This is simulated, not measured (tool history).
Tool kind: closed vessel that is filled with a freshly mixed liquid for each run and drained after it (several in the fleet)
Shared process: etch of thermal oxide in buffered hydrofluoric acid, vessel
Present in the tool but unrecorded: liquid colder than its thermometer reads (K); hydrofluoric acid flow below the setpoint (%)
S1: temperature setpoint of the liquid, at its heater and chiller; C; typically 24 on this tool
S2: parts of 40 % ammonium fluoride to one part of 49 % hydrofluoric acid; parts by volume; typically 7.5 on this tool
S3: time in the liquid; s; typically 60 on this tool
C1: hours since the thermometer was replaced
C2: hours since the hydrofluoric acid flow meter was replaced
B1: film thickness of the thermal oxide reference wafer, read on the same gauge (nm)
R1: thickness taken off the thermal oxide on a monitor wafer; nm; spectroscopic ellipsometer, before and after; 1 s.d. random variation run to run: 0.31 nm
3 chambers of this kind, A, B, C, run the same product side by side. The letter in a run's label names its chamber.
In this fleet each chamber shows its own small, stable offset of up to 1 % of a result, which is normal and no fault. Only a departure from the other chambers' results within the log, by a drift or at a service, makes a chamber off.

Run 1A, hour 9.5: usual settings; C1 481.3; C2 226.9; B1 110.05. Result: R1 91.482 nm.
Run 2C, hour 15.4: usual settings; C1 589; C2 464.4; B1 109.98. Result: R1 92.14 nm.
Run 3B, hour 25.3: usual settings; C1 495.4; C2 606.7; B1 110.03. Result: R1 90.583 nm.
Run 4C, hour 31.8: usual settings; C1 605.4; C2 480.8; B1 109.98. Result: R1 92.22 nm.
Run 5A, hour 42: usual settings; C1 513.8; C2 259.4; B1 110.02. Result: R1 91.143 nm.
Run 6B, hour 51.9: usual settings; C1 522; C2 633.3; B1 109.96. Result: R1 90.172 nm.
Run 7C, hour 57.9: usual settings; C1 631.5; C2 506.9; B1 110.03. Result: R1 91.755 nm.
Run 8B, hour 66.9: usual settings; C1 537; C2 648.3; B1 110.01. Result: R1 90.957 nm.
Run 9A, hour 71.7: usual settings; C1 543.5; C2 289.1; B1 109.96. Result: R1 92.033 nm.
Run 10A, hour 79.7: usual settings; C1 551.5; C2 297.1; B1 110.01. Result: R1 90.87 nm.
Run 11B, hour 87.3: usual settings; C1 557.4; C2 668.7; B1 110.02. Result: R1 90.739 nm.
Run 12C, hour 95.5: usual settings; C1 669.1; C2 544.5; B1 110.01. Result: R1 91.511 nm.
Run 13A, hour 102.4: usual settings; C1 574.2; C2 319.8; B1 110.01. Result: R1 91.83 nm.
Run 14B, hour 110.3: usual settings; C1 580.4; C2 691.7; B1 110.01. Result: R1 90.911 nm.
Run 15C, hour 117.8: usual settings; C1 691.4; C2 566.8; B1 109.97. Result: R1 91.472 nm.
Run 16B, hour 124.2: usual settings; C1 594.3; C2 705.6; B1 109.98. Result: R1 90.631 nm.
Run 17C, hour 133.2: usual settings; C1 706.8; C2 582.2; B1 110.02. Result: R1 90.769 nm.
Run 18A, hour 140.9: usual settings; C1 612.7; C2 358.3; B1 109.97. Result: R1 91.031 nm.
Run 19C, hour 146.4: usual settings; C1 720; C2 595.4; B1 109.99. Result: R1 90.224 nm.
Run 20A, hour 152: usual settings; C1 623.8; C2 369.4; B1 110.01. Result: R1 91.182 nm.
At hour 153.5: chamber A: thermometer replaced.
Run 21B, hour 160.4: usual settings; C1 630.5; C2 741.8; B1 109.99. Result: R1 90.477 nm.
Run 22B, hour 169.6: usual settings; C1 639.7; C2 751; B1 110.02. Result: R1 90.86 nm.
Run 23A, hour 175.8: usual settings but S2 5.5 parts by volume; C1 22.3; C2 393.2; B1 110.02. Result: R1 120.98 nm.
Run 24C, hour 180.5: usual settings but S2 5.5 parts by volume; C1 754.1; C2 629.5; B1 110. Result: R1 119.87 nm.
Run 25A, hour 188: usual settings but S2 5.5 parts by volume; C1 34.5; C2 405.4; B1 110. Result: R1 122.01 nm.
Run 26C, hour 195.2: usual settings; C1 768.8; C2 644.2; B1 110. Result: R1 89.857 nm.
Run 27B, hour 200.3: usual settings; C1 670.4; C2 781.7; B1 110.02. Result: R1 91.075 nm.
At hour 205.3: chamber B: hydrofluoric acid flow meter replaced.
Run 28A, hour 206.1: usual settings but S2 6.5 parts by volume; C1 52.6; C2 423.5; B1 110.02. Result: R1 104.99 nm.
Run 29B, hour 213: usual settings but S2 6.5 parts by volume; C1 683.1; C2 7.7; B1 110.02. Result: R1 104.49 nm.
Run 30C, hour 223: usual settings but S2 6.5 parts by volume; C1 796.6; C2 672; B1 110.02. Result: R1 102.4 nm.
Run 31A, hour 231.8: usual settings but S1 21 C, S2 6 parts by volume; C1 78.3; C2 449.2; B1 110.04. Result: R1 95.238 nm.
Run 32B, hour 240.4: usual settings but S1 21 C, S2 6 parts by volume; C1 710.5; C2 35.1; B1 110.03. Result: R1 94.441 nm.

Is one chamber off against the others, does the gauge drift, or is nothing wrong? If a chamber is off, say which, and what the likeliest cause is.

Chamber C drifts away from the others.
Most likely cause: liquid colder than its thermometer reads (K) = 0.614.
From this log alone, it may not be told apart from: hydrofluoric acid flow below the setpoint (%).

Here are 4 candidates for chamber C's next run, each the usual settings with a change, their results left as question marks. Which one brings its results back in line with what the others give on the usual settings?
In line here means within this much of the mean the other chambers give on the usual settings: R1 1.1 nm
Run 33C-1, hour 247.8: usual settings but S1 23.5 C. Result: R1 ?.
Run 33C-2, hour 247.8: usual settings but S1 24.5 C. Result: R1 ?.
Run 33C-3, hour 247.8: usual settings but S1 23 C. Result: R1 ?.
Run 33C-4, hour 247.8: usual settings but S1 25 C. Result: R1 ?.

The mean the other chambers reach with the usual settings: R1 91.04 nm
  run      R1
33C-1  86.279
33C-2  91.178
33C-3  83.941
33C-4  93.693
It is 33C-2 that realigns the chamber with its peers.
